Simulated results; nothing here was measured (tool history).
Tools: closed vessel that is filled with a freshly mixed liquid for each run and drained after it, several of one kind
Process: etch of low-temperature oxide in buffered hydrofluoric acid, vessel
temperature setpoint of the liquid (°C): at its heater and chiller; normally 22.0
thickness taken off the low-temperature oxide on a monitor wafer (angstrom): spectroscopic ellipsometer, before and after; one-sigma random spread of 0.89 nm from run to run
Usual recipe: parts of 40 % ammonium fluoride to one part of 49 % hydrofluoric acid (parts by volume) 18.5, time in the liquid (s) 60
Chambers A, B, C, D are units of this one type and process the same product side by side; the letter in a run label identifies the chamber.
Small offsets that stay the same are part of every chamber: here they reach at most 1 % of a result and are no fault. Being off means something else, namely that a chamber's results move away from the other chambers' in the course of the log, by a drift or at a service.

run	hour	temperature setpoint of the liquid (°C)	parts of 40 % ammonium fluoride to one part of 49 % hydrofluoric acid (parts by volume)	time in the liquid (s)	read-back film thickness of the low-temperature oxide reference wafer, read on the same gauge (nm)	thickness taken off the low-temperature oxide on a monitor wafer (angstrom)
1A	14.5	22.0	18.5	60	30.000	1351.00
2C	22.0	22.0	18.5	60	30.008	1370.50
3D	32.7	22.0	18.5	60	30.010	1360.80
# hour 42.7: chamber C: thermometer replaced
4B	46.2	22.0	18.5	60	30.006	1358.90
5D	53.5	22.0	18.5	60	30.012	1362.90
6B	67.9	22.0	18.5	60	29.998	1346.90
# hour 72.6: chamber D: hydrofluoric acid flow meter replaced
7A	81.3	22.0	18.5	60	29.997	1345.90
8C	92.4	22.0	18.5	60	29.992	1358.00
9A	103.2	22.0	18.5	60	30.009	1366.00
10B	113.8	22.0	18.5	60	29.990	1346.40
11C	123.5	22.0	18.5	60	29.989	1357.70
12D	131.5	22.0	13.5	60	30.010	1867.80
13D	144.3	22.0	13.5	60	29.991	1857.70
14C	156.8	22.0	13.5	60	29.982	1837.20
15A	167.3	22.0	13.5	60	29.968	1853.60
16B	178.9	22.0	18.5	40	30.001	900.60
17A	193.9	22.0	18.5	40	30.006	901.80
18B	202.9	22.0	18.5	40	29.993	901.11
19C	216.8	22.0	18.5	40	30.035	902.84
20D	224.8	22.0	18.5	60	30.005	1355.20
21A	233.3	22.0	18.5	60	30.018	1357.90
# hour 242.2: chamber C: hydrofluoric acid flow meter replaced
22B	245.1	22.0	18.5	60	29.989	1361.70
23C	253.4	24.5	11.5	60	29.979	2456.40
24D	264.7	24.5	11.5	60	30.039	2451.10
25D	280.3	24.5	11.5	60	29.981	2478.20
26B	291.3	24.5	11.5	60	29.978	2428.80
27A	306.1	22.0	18.5	60	29.966	1360.70
28C	317.0	22.0	18.5	60	30.009	1350.50
29A	326.7	22.0	18.5	60	30.010	1357.80

Each of the 4 chambers runs these same settings next. Fill in every chamber's results:
30A	338.0	22.0	21.5	60		?
30B	338.0	22.0	21.5	60		?
30C	338.0	22.0	21.5	60		?
30D	338.0	22.0	21.5	60		?

run	thickness taken off the low-temperature oxide on a monitor wafer (angstrom)
30A	1192.10
30B	1181.60
30C	1206.80
30D	1218.10
